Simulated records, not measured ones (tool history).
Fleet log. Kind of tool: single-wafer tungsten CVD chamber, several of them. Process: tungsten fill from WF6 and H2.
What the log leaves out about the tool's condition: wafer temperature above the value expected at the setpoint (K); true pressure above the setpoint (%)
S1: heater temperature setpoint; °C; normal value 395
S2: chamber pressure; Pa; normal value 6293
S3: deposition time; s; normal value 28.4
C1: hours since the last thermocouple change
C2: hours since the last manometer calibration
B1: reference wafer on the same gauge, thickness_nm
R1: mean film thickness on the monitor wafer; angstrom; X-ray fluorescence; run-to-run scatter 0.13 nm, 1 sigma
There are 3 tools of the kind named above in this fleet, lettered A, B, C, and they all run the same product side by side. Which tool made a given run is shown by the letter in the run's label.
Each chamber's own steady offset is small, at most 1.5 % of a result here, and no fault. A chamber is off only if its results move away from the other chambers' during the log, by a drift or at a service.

Run 1B, hour 2.4: usual settings; C1 836.5; C2 436.9; B1 105.59. Result: R1 927.87 angstrom.
Run 2C, hour 6.5: usual settings; C1 1230.8; C2 302.7; B1 105.55. Result: R1 917.36 angstrom.
Run 3A, hour 10.1: usual settings; C1 1058.7; C2 293.7; B1 105.54. Result: R1 922.95 angstrom.
Run 4B, hour 12.1: usual settings; C1 846.2; C2 446.6; B1 105.54. Result: R1 926.78 angstrom.
Run 5C, hour 15.8: usual settings but S2 5640 Pa, S3 31 s; C1 1240.1; C2 312; B1 105.51. Result: R1 954.26 angstrom.
Run 6A, hour 20: usual settings but S2 5640 Pa, S3 31 s; C1 1068.6; C2 303.6; B1 105.46. Result: R1 957.52 angstrom.
Run 7C, hour 22: usual settings but S2 5640 Pa, S3 31 s; C1 1246.3; C2 318.2; B1 105.47. Result: R1 952.36 angstrom.
Run 8B, hour 25.6: usual settings; C1 859.7; C2 460.1; B1 105.41. Result: R1 926.14 angstrom.
Run 9A, hour 28.7: usual settings but S2 5186 Pa, S3 30.5 s; C1 1077.3; C2 312.3; B1 105.41. Result: R1 905.43 angstrom.
Run 10A, hour 32.6: usual settings but S2 5186 Pa, S3 30.5 s; C1 1081.2; C2 316.2; B1 105.37. Result: R1 907.4 angstrom.
Run 11C, hour 35.6: usual settings but S2 5186 Pa, S3 30.5 s; C1 1259.9; C2 331.8; B1 105.35. Result: R1 899.67 angstrom.
Run 12B, hour 38.3: usual settings; C1 872.4; C2 472.8; B1 105.34. Result: R1 923.56 angstrom.
Run 13A, hour 42.2: usual settings; C1 1090.8; C2 325.8; B1 105.28. Result: R1 921.06 angstrom.
Run 14C, hour 45.8: usual settings; C1 1270.1; C2 342; B1 105.33. Result: R1 916.35 angstrom.
Run 15B, hour 48.8: usual settings; C1 882.9; C2 483.3; B1 105.29. Result: R1 924.81 angstrom.
Run 16C, hour 53.2: usual settings; C1 1277.5; C2 349.4; B1 105.24. Result: R1 916.57 angstrom.
Run 17B, hour 56.9: usual settings; C1 891; C2 491.4; B1 105.2. Result: R1 924.81 angstrom.
Run 18A, hour 60.2: usual settings; C1 1108.8; C2 343.8; B1 105.21. Result: R1 918.54 angstrom.
Run 19B, hour 63.2: usual settings but S2 5800 Pa; C1 897.3; C2 497.7; B1 105.15. Result: R1 890.64 angstrom.
Run 20A, hour 67.5: usual settings but S2 5800 Pa; C1 1116.1; C2 351.1; B1 105.15. Result: R1 886.71 angstrom.
Run 21C, hour 70.3: usual settings but S2 5800 Pa; C1 1294.6; C2 366.5; B1 105.16. Result: R1 880.75 angstrom.
Run 22C, hour 74.2: usual settings; C1 1298.5; C2 370.4; B1 105.11. Result: R1 911.64 angstrom.
Run 23A, hour 77: usual settings; C1 1125.6; C2 360.6; B1 105.08. Result: R1 918.96 angstrom.
Run 24B, hour 79.2: usual settings but S1 383 °C; C1 913.3; C2 513.7; B1 105.09. Result: R1 731.19 angstrom.
Run 25A, hour 83.2: usual settings but S1 383 °C; C1 1131.8; C2 366.8; B1 105.03. Result: R1 728.71 angstrom.
Run 26B, hour 86.2: usual settings but S1 383 °C; C1 920.3; C2 520.7; B1 105.03. Result: R1 728.77 angstrom.
Run 27C, hour 88.2: usual settings; C1 1312.5; C2 384.4; B1 105.01. Result: R1 912.07 angstrom.
Run 28A, hour 91.9: usual settings; C1 1140.5; C2 375.5; B1 105.02. Result: R1 921.37 angstrom.

Read the log: is a single chamber off, either drifting away or since a service, is the gauge that measures every chamber drifting, or is nothing wrong beyond small per-chamber offsets? Name any odd chamber and what most likely caused it.

No chamber is off; the gauge reading every chamber's wafers drifts, which makes the whole fleet appear to move together.
Likeliest cause: gauge reads low (%) = 0.592.

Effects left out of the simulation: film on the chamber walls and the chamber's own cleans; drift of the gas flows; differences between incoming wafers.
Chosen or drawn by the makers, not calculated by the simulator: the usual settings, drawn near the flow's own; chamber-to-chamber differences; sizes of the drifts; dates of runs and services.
